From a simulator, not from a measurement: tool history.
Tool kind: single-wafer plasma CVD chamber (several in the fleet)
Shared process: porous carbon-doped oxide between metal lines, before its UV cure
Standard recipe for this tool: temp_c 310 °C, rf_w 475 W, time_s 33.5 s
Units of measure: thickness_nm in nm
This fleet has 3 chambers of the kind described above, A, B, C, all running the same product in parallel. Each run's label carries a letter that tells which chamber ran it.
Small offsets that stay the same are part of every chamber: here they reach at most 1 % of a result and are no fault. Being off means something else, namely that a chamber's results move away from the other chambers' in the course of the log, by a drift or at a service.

run,hour,temp_c,rf_w,time_s,hours since the last thermocouple change,hours since the last RF generator calibration,"read-back reference wafer on the same gauge, thickness_nm",thickness_nm
1B,8.3,310,475,33.5,2088.0,750.2,136.03,165.18
2C,21.9,310,475,33.5,768.8,2479.7,135.99,163.73
3A,31.2,310,475,33.5,360.6,756.3,135.97,163.40
4C,43.2,310,475,33.5,790.1,2501.0,135.96,163.59
5B,52.8,310,525,33.5,2132.5,794.7,136.02,176.86
6A,67.8,310,525,33.5,397.2,792.9,136.00,174.92
7B,79.9,310,525,33.5,2159.6,821.8,135.95,176.18
8C,92.8,310,475,33.5,839.7,2550.6,136.10,163.29
9A,107.1,310,475,33.5,436.5,832.2,136.11,163.83
10C,119.5,310,475,33.5,866.4,2577.3,136.02,163.43
11B,127.5,324,515,33.5,2207.2,869.4,136.00,161.60
12A,137.4,324,515,33.5,466.8,862.5,135.93,161.80
# hour 147.5: chamber B: thermocouple changed; heater temperature recalibrated
13A,152.5,324,515,33.5,481.9,877.6,135.94,161.09
14C,161.9,310,475,33.5,908.8,2619.7,135.93,163.70
# hour 171.5: chamber B: RF generator calibrated
15B,175.2,310,475,33.5,27.7,3.7,136.03,166.41
16A,183.3,310,475,33.5,512.7,908.4,135.97,163.55
17B,192.8,310,475,33.5,45.3,21.3,136.04,167.50
18C,202.8,310,475,33.5,949.7,2660.6,135.99,163.21
19A,211.7,316,565,33.5,541.1,936.8,135.93,178.35
20C,224.5,316,565,33.5,971.4,2682.3,136.02,177.59
# hour 228.1: chamber C: RF generator calibrated
21B,231.8,316,565,33.5,84.3,60.3,136.00,182.96
22A,242.5,310,475,33.5,571.9,967.6,136.07,163.30
23B,250.2,310,475,33.5,102.7,78.7,136.01,167.35
24C,259.7,310,475,33.5,1006.6,31.7,135.96,164.01
25C,274.1,310,475,33.5,1021.0,46.1,136.05,163.00
26B,285.3,310,475,33.5,137.8,113.8,135.95,166.67
27A,293.4,310,475,33.5,622.8,1018.5,136.07,163.92

Is one chamber off against the others, does the gauge drift, or is nothing wrong? If a chamber is off, say which, and what the likeliest cause is.

Chamber B came out of a service off from its peers and stayed that way.
Most likely cause: wafer temperature below the value expected at the setpoint (K) = 2.3.

Which of the 4 candidates below, each the usual settings with something changed and its results left as question marks, puts chamber B back in line with what the other chambers give on the usual settings?
In-line tolerance around the mean of the other chambers on the usual settings: thickness_nm 1.30 nm
28B-1,304.3,310,460,33.5,,,,?
28B-2,304.3,309,475,34.6,,,,?
28B-3,304.3,310,450,33.5,,,,?
28B-4,304.3,310,475,34.2,,,,?

On the usual settings, the other chambers give on average: thickness_nm 163.69 nm
run,thickness_nm
28B-1,163.22
28B-2,173.21
28B-3,160.52
28B-4,170.32
The answer is 28B-1, which returns the chamber to within the allowed miss of the others.
